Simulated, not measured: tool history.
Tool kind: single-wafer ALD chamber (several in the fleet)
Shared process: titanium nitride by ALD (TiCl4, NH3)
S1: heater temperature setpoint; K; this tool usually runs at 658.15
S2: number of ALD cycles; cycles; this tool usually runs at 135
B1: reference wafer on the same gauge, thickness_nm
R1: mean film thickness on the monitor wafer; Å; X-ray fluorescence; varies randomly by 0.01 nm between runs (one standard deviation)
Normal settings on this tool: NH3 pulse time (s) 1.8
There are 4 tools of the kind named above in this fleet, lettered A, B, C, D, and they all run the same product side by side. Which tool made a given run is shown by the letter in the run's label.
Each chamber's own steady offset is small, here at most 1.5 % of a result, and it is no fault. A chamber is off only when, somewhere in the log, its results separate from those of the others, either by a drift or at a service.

{"run": "1C", "hour": 4.5, "S1": 658.15, "S2": 135, "NH3 pulse time (s)": 1.8, "B1": 3.1415, "R1": 29.114}
{"run": "2D", "hour": 8.9, "S1": 658.15, "S2": 135, "NH3 pulse time (s)": 1.8, "B1": 3.1408, "R1": 29.339}
{"run": "3A", "hour": 12.7, "S1": 658.15, "S2": 135, "NH3 pulse time (s)": 1.8, "B1": 3.141, "R1": 29.101}
{"run": "4B", "hour": 20.1, "S1": 658.15, "S2": 135, "NH3 pulse time (s)": 1.8, "B1": 3.1399, "R1": 29.526}
{"run": "5D", "hour": 27.4, "S1": 658.15, "S2": 135, "NH3 pulse time (s)": 1.8, "B1": 3.14, "R1": 29.518}
{"run": "6A", "hour": 35.0, "S1": 658.15, "S2": 135, "NH3 pulse time (s)": 1.8, "B1": 3.141, "R1": 29.158}
{"run": "7C", "hour": 39.7, "S1": 658.15, "S2": 135, "NH3 pulse time (s)": 1.8, "B1": 3.1374, "R1": 29.064}
{"run": "8B", "hour": 43.6, "S1": 658.15, "S2": 135, "NH3 pulse time (s)": 1.8, "B1": 3.1424, "R1": 29.45}
{"run": "9D", "hour": 47.4, "S1": 658.15, "S2": 135, "NH3 pulse time (s)": 1.8, "B1": 3.1386, "R1": 29.411}
{"run": "10B", "hour": 53.5, "S1": 658.15, "S2": 112, "NH3 pulse time (s)": 1.8, "B1": 3.1379, "R1": 24.617}
{"run": "11C", "hour": 58.5, "S1": 658.15, "S2": 112, "NH3 pulse time (s)": 1.8, "B1": 3.1396, "R1": 24.148}
{"run": "12A", "hour": 64.4, "S1": 658.15, "S2": 112, "NH3 pulse time (s)": 1.8, "B1": 3.1424, "R1": 24.239}
{"run": "13D", "hour": 70.9, "S1": 658.15, "S2": 112, "NH3 pulse time (s)": 1.8, "B1": 3.1394, "R1": 24.363}
{"run": "14C", "hour": 76.9, "S1": 658.15, "S2": 135, "NH3 pulse time (s)": 1.8, "B1": 3.1382, "R1": 29.163}
{"run": "15A", "hour": 84.7, "S1": 658.15, "S2": 135, "NH3 pulse time (s)": 1.8, "B1": 3.1421, "R1": 29.095}
{"run": "16B", "hour": 88.8, "S1": 658.15, "S2": 135, "NH3 pulse time (s)": 1.8, "B1": 3.1401, "R1": 29.32}
{"run": "17C", "hour": 95.2, "S1": 658.15, "S2": 135, "NH3 pulse time (s)": 1.8, "B1": 3.14, "R1": 29.204}
{"run": "18A", "hour": 101.2, "S1": 658.15, "S2": 135, "NH3 pulse time (s)": 1.8, "B1": 3.1407, "R1": 29.045}
{"run": "19B", "hour": 107.3, "S1": 658.15, "S2": 135, "NH3 pulse time (s)": 1.8, "B1": 3.1433, "R1": 29.605}
{"run": "20D", "hour": 110.9, "S1": 658.15, "S2": 135, "NH3 pulse time (s)": 1.8, "B1": 3.1395, "R1": 29.321}
{"run": "21B", "hour": 115.6, "S1": 658.15, "S2": 135, "NH3 pulse time (s)": 1.8, "B1": 3.1413, "R1": 29.521}
{"run": "22A", "hour": 121.5, "S1": 658.15, "S2": 135, "NH3 pulse time (s)": 1.8, "B1": 3.1392, "R1": 29.204}
{"run": "23C", "hour": 127.3, "S1": 658.15, "S2": 135, "NH3 pulse time (s)": 1.8, "B1": 3.1379, "R1": 28.908}
{"run": "24D", "hour": 132.4, "S1": 658.15, "S2": 135, "NH3 pulse time (s)": 1.8, "B1": 3.1409, "R1": 29.435}
{"run": "25A", "hour": 138.0, "S1": 658.15, "S2": 135, "NH3 pulse time (s)": 1.8, "B1": 3.1399, "R1": 29.018}
{"run": "26C", "hour": 143.8, "S1": 658.15, "S2": 135, "NH3 pulse time (s)": 1.8, "B1": 3.1389, "R1": 29.1}
{"run": "27D", "hour": 150.6, "S1": 658.15, "S2": 135, "NH3 pulse time (s)": 1.45, "B1": 3.1387, "R1": 28.825}
{"run": "28B", "hour": 155.0, "S1": 658.15, "S2": 135, "NH3 pulse time (s)": 1.45, "B1": 3.1406, "R1": 29.22}
{"run": "29D", "hour": 159.3, "S1": 658.15, "S2": 135, "NH3 pulse time (s)": 1.45, "B1": 3.1408, "R1": 28.971}
{"run": "30C", "hour": 165.2, "S1": 658.15, "S2": 135, "NH3 pulse time (s)": 1.45, "B1": 3.1408, "R1": 28.827}
{"run": "31B", "hour": 172.6, "S1": 658.15, "S2": 135, "NH3 pulse time (s)": 1.8, "B1": 3.139, "R1": 29.554}
{"run": "32A", "hour": 179.2, "S1": 658.15, "S2": 135, "NH3 pulse time (s)": 1.8, "B1": 3.1404, "R1": 28.904}
{"run": "33D", "hour": 182.6, "S1": 658.15, "S2": 135, "NH3 pulse time (s)": 1.8, "B1": 3.1423, "R1": 29.361}
{"run": "34A", "hour": 190.3, "S1": 658.15, "S2": 135, "NH3 pulse time (s)": 1.8, "B1": 3.1403, "R1": 29.295}
{"run": "35C", "hour": 194.7, "S1": 658.15, "S2": 135, "NH3 pulse time (s)": 1.8, "B1": 3.1421, "R1": 29.199}
{"run": "36B", "hour": 201.9, "S1": 658.15, "S2": 135, "NH3 pulse time (s)": 1.8, "B1": 3.1384, "R1": 29.552}
{"hour": 204.3, "done": "chamber A: thermocouple changed; heater temperature recalibrated"}
{"run": "37D", "hour": 207.9, "S1": 670.15, "S2": 124, "NH3 pulse time (s)": 1.8, "B1": 3.1386, "R1": 27.323}
{"run": "38B", "hour": 214.3, "S1": 670.15, "S2": 124, "NH3 pulse time (s)": 1.8, "B1": 3.1398, "R1": 27.45}
{"run": "39A", "hour": 218.6, "S1": 670.15, "S2": 124, "NH3 pulse time (s)": 1.8, "B1": 3.1406, "R1": 26.946}
{"run": "40C", "hour": 225.7, "S1": 670.15, "S2": 124, "NH3 pulse time (s)": 1.8, "B1": 3.1412, "R1": 26.95}
{"run": "41B", "hour": 230.6, "S1": 658.15, "S2": 135, "NH3 pulse time (s)": 1.8, "B1": 3.1412, "R1": 29.435}
{"run": "42D", "hour": 237.5, "S1": 658.15, "S2": 146, "NH3 pulse time (s)": 2.07, "B1": 3.1398, "R1": 32.015}
{"run": "43C", "hour": 245.5, "S1": 658.15, "S2": 146, "NH3 pulse time (s)": 2.07, "B1": 3.1408, "R1": 31.627}

Which is it: a chamber that has drifted or been left off by a service, a gauge drift common to all chambers, or only each chamber's usual small offset? If a chamber is off, name it and its likeliest cause.

All chambers stay in line apart from their small fixed offsets, and the gauge does not drift.
